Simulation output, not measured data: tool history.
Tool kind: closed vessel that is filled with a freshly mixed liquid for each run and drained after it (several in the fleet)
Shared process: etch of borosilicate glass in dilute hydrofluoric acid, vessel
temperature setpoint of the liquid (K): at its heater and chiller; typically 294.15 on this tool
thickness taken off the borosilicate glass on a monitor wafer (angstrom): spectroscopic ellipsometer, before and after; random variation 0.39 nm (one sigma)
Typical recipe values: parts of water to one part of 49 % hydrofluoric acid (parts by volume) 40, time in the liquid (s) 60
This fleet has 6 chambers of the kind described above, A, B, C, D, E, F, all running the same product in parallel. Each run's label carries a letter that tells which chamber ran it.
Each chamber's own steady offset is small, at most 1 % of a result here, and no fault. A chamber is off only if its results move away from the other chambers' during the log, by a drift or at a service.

run,hour,temperature setpoint of the liquid (K),parts of water to one part of 49 % hydrofluoric acid (parts by volume),time in the liquid (s),hours since the thermometer was replaced,hours since the hydrofluoric acid flow meter was replaced,"read-back film thickness of the borosilicate glass reference wafer, read on the same gauge (nm)",thickness taken off the borosilicate glass on a monitor wafer (angstrom)
1D,9,294.15,40,60,704.4,1322,150.02,596.39
2F,21.6,294.15,40,60,1025.9,765.9,149.93,597.54
3A,32.3,294.15,40,60,839.5,488.3,150.02,599.78
4B,40.3,294.15,40,60,622.2,97,149.96,593.84
5C,50.5,294.15,40,60,829.1,641.6,150,589.4
6E,57.9,294.15,40,30,465.2,285,150.05,294.76
7D,69,294.15,40,30,764.4,1382,150,299.07
8F,82.4,294.15,40,30,1086.7,826.7,149.97,304.23
9A,92.8,294.15,40,30,900,548.8,150.03,297.86
# hour 99.7: chamber D: hydrofluoric acid flow meter replaced
10E,103.4,294.15,40,30,510.7,330.5,150,297.11
11C,117,294.15,40,30,895.6,708.1,150.02,295.38
# hour 126.3: chamber D: thermometer replaced
12B,130.2,294.15,40,60,712.1,186.9,149.98,599.85
13D,142.5,294.15,40,60,16.2,42.8,150.01,600.93
14E,152.8,294.15,40,60,560.1,379.9,149.98,591.83
15F,166.6,294.15,30,60,1170.9,910.9,150.02,814.91
16B,175.7,294.15,30,60,757.6,232.4,149.95,806.41
17A,183.4,294.15,30,60,990.6,639.4,150,788.32
18C,189.9,294.15,30,60,968.5,781,150,793.84
19A,201.1,294.15,30,60,1008.3,657.1,149.97,814.48
20B,208,294.15,30,60,789.9,264.7,150.03,809.15
21C,214.8,294.15,40,60,993.4,805.9,149.99,594.03
22E,221.7,294.15,40,60,629,448.8,149.97,593.75
23F,233.2,294.15,40,60,1237.5,977.5,149.96,599.48
24D,244.2,294.15,40,60,117.9,144.5,149.98,602.1
25D,252.7,294.15,40,60,126.4,153,149.96,602.6
26F,262.9,294.15,40,60,1267.2,1007.2,149.97,599.13
27B,276.8,294.15,40,60,858.7,333.5,150.02,582.13
28A,290.2,294.15,40,60,1097.4,746.2,150.04,599.75
29E,299.2,294.15,40,60,706.5,526.3,150,595.72
30C,313.8,294.15,40,60,1092.4,904.9,149.99,595.37
31B,327.4,294.15,40,60,909.3,384.1,150,578.26
32F,339.5,294.15,40,60,1343.8,1083.8,149.96,597.27
33C,351.1,294.15,40,60,1129.7,942.2,150.02,593.02
34A,364.4,294.15,40,60,1171.6,820.4,149.98,597.23
35D,375.2,294.15,40,60,248.9,275.5,150.03,599.37
36E,389.4,294.15,40,60,796.7,616.5,149.95,592.65
37F,396.5,294.15,40,60,1400.8,1140.8,149.98,601
38D,405,297.15,55,60,278.7,305.3,150.01,482.99
39E,416.3,297.15,55,60,823.6,643.4,150,482.66
40C,424.3,297.15,55,60,1202.9,1015.4,150.02,478.35
41A,430.9,297.15,55,60,1238.1,886.9,150.01,480.19
42B,445.8,297.15,55,60,1027.7,502.5,150.03,463.07
43A,459.2,297.15,55,60,1266.4,915.2,150.01,481.27
44F,470.7,294.15,40,60,1475,1215,149.99,593.56

Each of the 6 chambers runs these same settings next. Fill in every chamber's results:
45A,481.4,294.15,40,60,,,,?
45B,481.4,294.15,40,60,,,,?
45C,481.4,294.15,40,60,,,,?
45D,481.4,294.15,40,60,,,,?
45E,481.4,294.15,40,60,,,,?
45F,481.4,294.15,40,60,,,,?

run,thickness taken off the borosilicate glass on a monitor wafer (angstrom)
45A,600.04
45B,569.37
45C,597.41
45D,602.13
45E,595.12
45F,596.89

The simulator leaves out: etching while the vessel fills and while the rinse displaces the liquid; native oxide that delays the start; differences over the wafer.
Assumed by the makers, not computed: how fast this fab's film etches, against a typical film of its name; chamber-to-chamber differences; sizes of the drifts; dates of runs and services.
